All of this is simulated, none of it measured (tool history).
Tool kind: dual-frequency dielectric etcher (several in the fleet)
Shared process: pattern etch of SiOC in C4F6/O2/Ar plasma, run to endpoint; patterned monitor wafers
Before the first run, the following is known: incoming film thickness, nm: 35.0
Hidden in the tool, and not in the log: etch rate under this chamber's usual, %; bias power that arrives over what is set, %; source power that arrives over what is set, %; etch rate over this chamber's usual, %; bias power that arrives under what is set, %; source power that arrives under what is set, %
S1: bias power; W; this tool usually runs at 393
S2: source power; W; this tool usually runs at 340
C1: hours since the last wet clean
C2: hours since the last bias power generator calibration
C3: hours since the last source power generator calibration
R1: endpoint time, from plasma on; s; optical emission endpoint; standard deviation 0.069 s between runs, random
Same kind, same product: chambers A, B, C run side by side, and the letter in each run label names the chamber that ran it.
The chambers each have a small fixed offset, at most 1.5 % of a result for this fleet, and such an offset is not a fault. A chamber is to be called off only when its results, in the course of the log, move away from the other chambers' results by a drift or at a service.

run 1B hour=3.9 | S1=393 S2=340 | C1=65.8 C2=3901.6 C3=1512.8 | R1=13.648
run 2C hour=7.8 | S1=393 S2=340 | C1=479.2 C2=1052.6 C3=1047.4 | R1=13.948
run 3A hour=9.9 | S1=393 S2=340 | C1=311.7 C2=3312.3 C3=1167.2 | R1=13.856
run 4B hour=13.4 | S1=393 S2=340 | C1=75.3 C2=3911.1 C3=1522.3 | R1=13.703
run 5C hour=15.6 | S1=393 S2=340 | C1=487 C2=1060.4 C3=1055.2 | R1=13.772
run 6A hour=18.9 | S1=393 S2=340 | C1=320.7 C2=3321.3 C3=1176.2 | R1=14.002
run 7C hour=22.1 | S1=393 S2=340 | C1=493.5 C2=1066.9 C3=1061.7 | R1=13.786
run 8A hour=25.5 | S1=393 S2=340 | C1=327.3 C2=3327.9 C3=1182.8 | R1=13.797
run 9B hour=29.4 | S1=393 S2=340 | C1=91.3 C2=3927.1 C3=1538.3 | R1=13.641
-- hour=31.8 chamber C: wet clean of the chamber
run 10A hour=32.6 | S1=445 S2=280 | C1=334.4 C2=3335 C3=1189.9 | R1=14.303
run 11B hour=34.5 | S1=445 S2=280 | C1=96.4 C2=3932.2 C3=1543.4 | R1=13.907
run 12C hour=38.1 | S1=445 S2=280 | C1=6.4 C2=1082.9 C3=1077.7 | R1=14.045
run 13A hour=42.1 | S1=451 S2=340 | C1=343.9 C2=3344.5 C3=1199.4 | R1=13.286
run 14C hour=44.4 | S1=451 S2=340 | C1=12.7 C2=1089.2 C3=1084 | R1=13.184
run 15B hour=47.6 | S1=451 S2=340 | C1=109.5 C2=3945.3 C3=1556.5 | R1=12.844
run 16B hour=50.6 | S1=393 S2=340 | C1=112.5 C2=3948.3 C3=1559.5 | R1=13.733
run 17A hour=52.7 | S1=393 S2=340 | C1=354.5 C2=3355.1 C3=1210 | R1=13.93
run 18C hour=56.2 | S1=358 S2=420 | C1=24.5 C2=1101 C3=1095.8 | R1=13.305
run 19C hour=58.2 | S1=358 S2=420 | C1=26.5 C2=1103 C3=1097.8 | R1=13.188
run 20B hour=62.4 | S1=358 S2=420 | C1=124.3 C2=3960.1 C3=1571.3 | R1=13.043
run 21A hour=64.6 | S1=393 S2=340 | C1=366.4 C2=3367 C3=1221.9 | R1=13.902
run 22C hour=66.5 | S1=393 S2=340 | C1=34.8 C2=1111.3 C3=1106.1 | R1=13.739
run 23B hour=70.3 | S1=393 S2=340 | C1=132.2 C2=3968 C3=1579.2 | R1=13.588
run 24A hour=72.6 | S1=393 S2=340 | C1=374.4 C2=3375 C3=1229.9 | R1=14.114
run 25C hour=75.1 | S1=393 S2=340 | C1=43.4 C2=1119.9 C3=1114.7 | R1=13.752
run 26A hour=78 | S1=393 S2=340 | C1=379.8 C2=3380.4 C3=1235.3 | R1=14.119
run 27B hour=80.4 | S1=393 S2=290 | C1=142.3 C2=3978.1 C3=1589.3 | R1=14.433
-- hour=81.6 chamber B: bias power generator calibrated
run 28B hour=83.4 | S1=393 S2=290 | C1=145.3 C2=1.8 C3=1592.3 | R1=14.441
run 29C hour=86.5 | S1=393 S2=290 | C1=54.8 C2=1131.3 C3=1126.1 | R1=14.681
run 30A hour=90 | S1=393 S2=340 | C1=391.8 C2=3392.4 C3=1247.3 | R1=14.269
run 31C hour=93.1 | S1=393 S2=340 | C1=61.4 C2=1137.9 C3=1132.7 | R1=13.843
run 32A hour=96.3 | S1=393 S2=340 | C1=398.1 C2=3398.7 C3=1253.6 | R1=14.115
run 33B hour=99.9 | S1=393 S2=340 | C1=161.8 C2=18.3 C3=1608.8 | R1=13.707
-- hour=103.4 chamber A: bias power generator calibrated
run 34C hour=103.4 | S1=393 S2=340 | C1=71.7 C2=1148.2 C3=1143 | R1=13.763
run 35A hour=106 | S1=393 S2=340 | C1=407.8 C2=2.7 C3=1263.3 | R1=14.171
run 36B hour=109.3 | S1=393 S2=340 | C1=171.2 C2=27.7 C3=1618.2 | R1=13.606
run 37C hour=112.4 | S1=393 S2=340 | C1=80.7 C2=1157.2 C3=1152 | R1=13.812
run 38A hour=116.4 | S1=393 S2=340 | C1=418.2 C2=13.1 C3=1273.7 | R1=14.419
run 39B hour=118.8 | S1=393 S2=340 | C1=180.7 C2=37.2 C3=1627.7 | R1=13.745
run 40A hour=120.8 | S1=393 S2=340 | C1=422.6 C2=17.5 C3=1278.1 | R1=14.507
run 41B hour=123.1 | S1=393 S2=340 | C1=185 C2=41.5 C3=1632 | R1=13.662
run 42C hour=127.4 | S1=393 S2=340 | C1=95.7 C2=1172.2 C3=1167 | R1=13.887
run 43B hour=131.3 | S1=308 S2=280 | C1=193.2 C2=49.7 C3=1640.2 | R1=16.11

All chambers now run identical settings, listed one chamber a line with results as question marks. What results will each chamber show?
run 44A hour=134.5 | S1=393 S2=340 | R1=?
run 44B hour=134.5 | S1=393 S2=340 | R1=?
run 44C hour=134.5 | S1=393 S2=340 | R1=?

run=44A R1=14.448
run=44B R1=13.598
run=44C R1=13.869
